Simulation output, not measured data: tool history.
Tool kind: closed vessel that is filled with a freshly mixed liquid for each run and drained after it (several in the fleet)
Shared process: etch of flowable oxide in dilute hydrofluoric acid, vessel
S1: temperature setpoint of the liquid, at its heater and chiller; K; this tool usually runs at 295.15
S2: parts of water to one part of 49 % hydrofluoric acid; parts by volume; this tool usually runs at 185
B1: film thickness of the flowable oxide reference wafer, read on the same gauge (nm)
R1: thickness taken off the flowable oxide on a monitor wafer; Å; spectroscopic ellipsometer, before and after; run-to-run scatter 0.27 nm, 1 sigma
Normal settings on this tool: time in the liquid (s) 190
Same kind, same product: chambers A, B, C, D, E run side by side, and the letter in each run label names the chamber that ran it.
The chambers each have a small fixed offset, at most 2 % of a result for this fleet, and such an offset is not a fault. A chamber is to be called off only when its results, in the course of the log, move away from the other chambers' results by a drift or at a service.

run 1B hour=8.8 | S1=295.15 S2=185 time_in_the_liquid_(s)=190 | B1=70.021 | R1=296.72
run 2E hour=24.6 | S1=295.15 S2=185 time_in_the_liquid_(s)=190 | B1=70.032 | R1=301.11
run 3C hour=34.4 | S1=295.15 S2=185 time_in_the_liquid_(s)=190 | B1=69.990 | R1=300.86
run 4A hour=48.0 | S1=295.15 S2=185 time_in_the_liquid_(s)=190 | B1=69.990 | R1=307.95
run 5D hour=61.5 | S1=295.15 S2=185 time_in_the_liquid_(s)=190 | B1=70.040 | R1=300.75
run 6C hour=72.3 | S1=295.15 S2=185 time_in_the_liquid_(s)=190 | B1=70.015 | R1=302.40
run 7E hour=80.8 | S1=295.15 S2=185 time_in_the_liquid_(s)=190 | B1=70.012 | R1=301.43
run 8A hour=91.0 | S1=295.15 S2=185 time_in_the_liquid_(s)=190 | B1=69.984 | R1=307.34
run 9B hour=106.4 | S1=295.15 S2=185 time_in_the_liquid_(s)=190 | B1=69.978 | R1=300.43
run 10D hour=114.1 | S1=295.15 S2=185 time_in_the_liquid_(s)=190 | B1=70.001 | R1=309.76
run 11E hour=127.6 | S1=295.15 S2=185 time_in_the_liquid_(s)=190 | B1=70.000 | R1=303.91
run 12A hour=140.5 | S1=293.65 S2=115 time_in_the_liquid_(s)=190 | B1=70.003 | R1=513.71
run 13D hour=155.1 | S1=293.65 S2=115 time_in_the_liquid_(s)=190 | B1=70.005 | R1=491.15
run 14C hour=165.3 | S1=293.65 S2=115 time_in_the_liquid_(s)=190 | B1=69.988 | R1=494.43
run 15B hour=174.1 | S1=293.65 S2=115 time_in_the_liquid_(s)=190 | B1=70.004 | R1=479.97
run 16A hour=188.2 | S1=293.65 S2=115 time_in_the_liquid_(s)=190 | B1=70.019 | R1=504.07
run 17E hour=195.7 | S1=295.15 S2=185 time_in_the_liquid_(s)=190 | B1=69.988 | R1=298.99
run 18B hour=207.6 | S1=295.15 S2=185 time_in_the_liquid_(s)=190 | B1=69.997 | R1=299.91
run 19C hour=223.1 | S1=295.15 S2=185 time_in_the_liquid_(s)=190 | B1=70.027 | R1=301.76
run 20D hour=236.0 | S1=295.15 S2=185 time_in_the_liquid_(s)=190 | B1=70.023 | R1=316.36
run 21A hour=247.0 | S1=290.65 S2=185 time_in_the_liquid_(s)=190 | B1=70.004 | R1=253.03
run 22C hour=260.4 | S1=290.65 S2=185 time_in_the_liquid_(s)=190 | B1=69.998 | R1=253.45
run 23E hour=275.1 | S1=290.65 S2=185 time_in_the_liquid_(s)=190 | B1=69.994 | R1=251.57
run 24D hour=282.5 | S1=290.65 S2=185 time_in_the_liquid_(s)=190 | B1=70.018 | R1=266.65
run 25B hour=297.4 | S1=290.65 S2=185 time_in_the_liquid_(s)=190 | B1=69.992 | R1=248.95
run 26D hour=305.9 | S1=295.15 S2=185 time_in_the_liquid_(s)=190 | B1=69.971 | R1=328.59
run 27A hour=319.2 | S1=295.15 S2=185 time_in_the_liquid_(s)=190 | B1=70.015 | R1=307.69
run 28C hour=333.1 | S1=297.15 S2=185 time_in_the_liquid_(s)=240 | B1=70.000 | R1=413.70
run 29B hour=347.0 | S1=297.15 S2=185 time_in_the_liquid_(s)=240 | B1=70.018 | R1=411.88
run 30E hour=358.0 | S1=297.15 S2=185 time_in_the_liquid_(s)=240 | B1=69.990 | R1=410.83
run 31E hour=372.4 | S1=297.15 S2=185 time_in_the_liquid_(s)=240 | B1=69.987 | R1=411.52
run 32C hour=385.4 | S1=297.15 S2=185 time_in_the_liquid_(s)=240 | B1=69.979 | R1=410.54
run 33B hour=398.5 | S1=295.15 S2=185 time_in_the_liquid_(s)=190 | B1=69.995 | R1=299.96

Has any chamber moved away from the others, gradually or after a service, or does the common gauge drift, or do the chambers differ only by their own small steady offsets? State the chamber and the most likely cause if one applies.

Chamber D drifts away from the others.
Cause: hydrofluoric acid flow above the setpoint (%) = 9.8.
The log may not tell that from: liquid hotter than its thermometer reads (K).

Here are 4 candidates for chamber D's next run, each the usual settings with a change, their results left as question marks. Which one brings its results back in line with what the others give on the usual settings?
Allowed miss from the other chambers' usual-settings mean, per result, to count as in line: R1 9.30 Å
run 34D-1 hour=410.1 | S1=294.65 S2=200 time_in_the_liquid_(s)=190 | R1=?
run 34D-2 hour=410.1 | S1=295.15 S2=175 time_in_the_liquid_(s)=200 | R1=?
run 34D-3 hour=410.1 | S1=295.15 S2=190 time_in_the_liquid_(s)=185 | R1=?
run 34D-4 hour=410.1 | S1=295.15 S2=175 time_in_the_liquid_(s)=190 | R1=?

On the usual settings, the other chambers give on average: R1 302.32 Å
run=34D-1 R1=305.06
run=34D-2 R1=382.37
run=34D-3 R1=321.51
run=34D-4 R1=363.25
It is 34D-1 that realigns the chamber with its peers.

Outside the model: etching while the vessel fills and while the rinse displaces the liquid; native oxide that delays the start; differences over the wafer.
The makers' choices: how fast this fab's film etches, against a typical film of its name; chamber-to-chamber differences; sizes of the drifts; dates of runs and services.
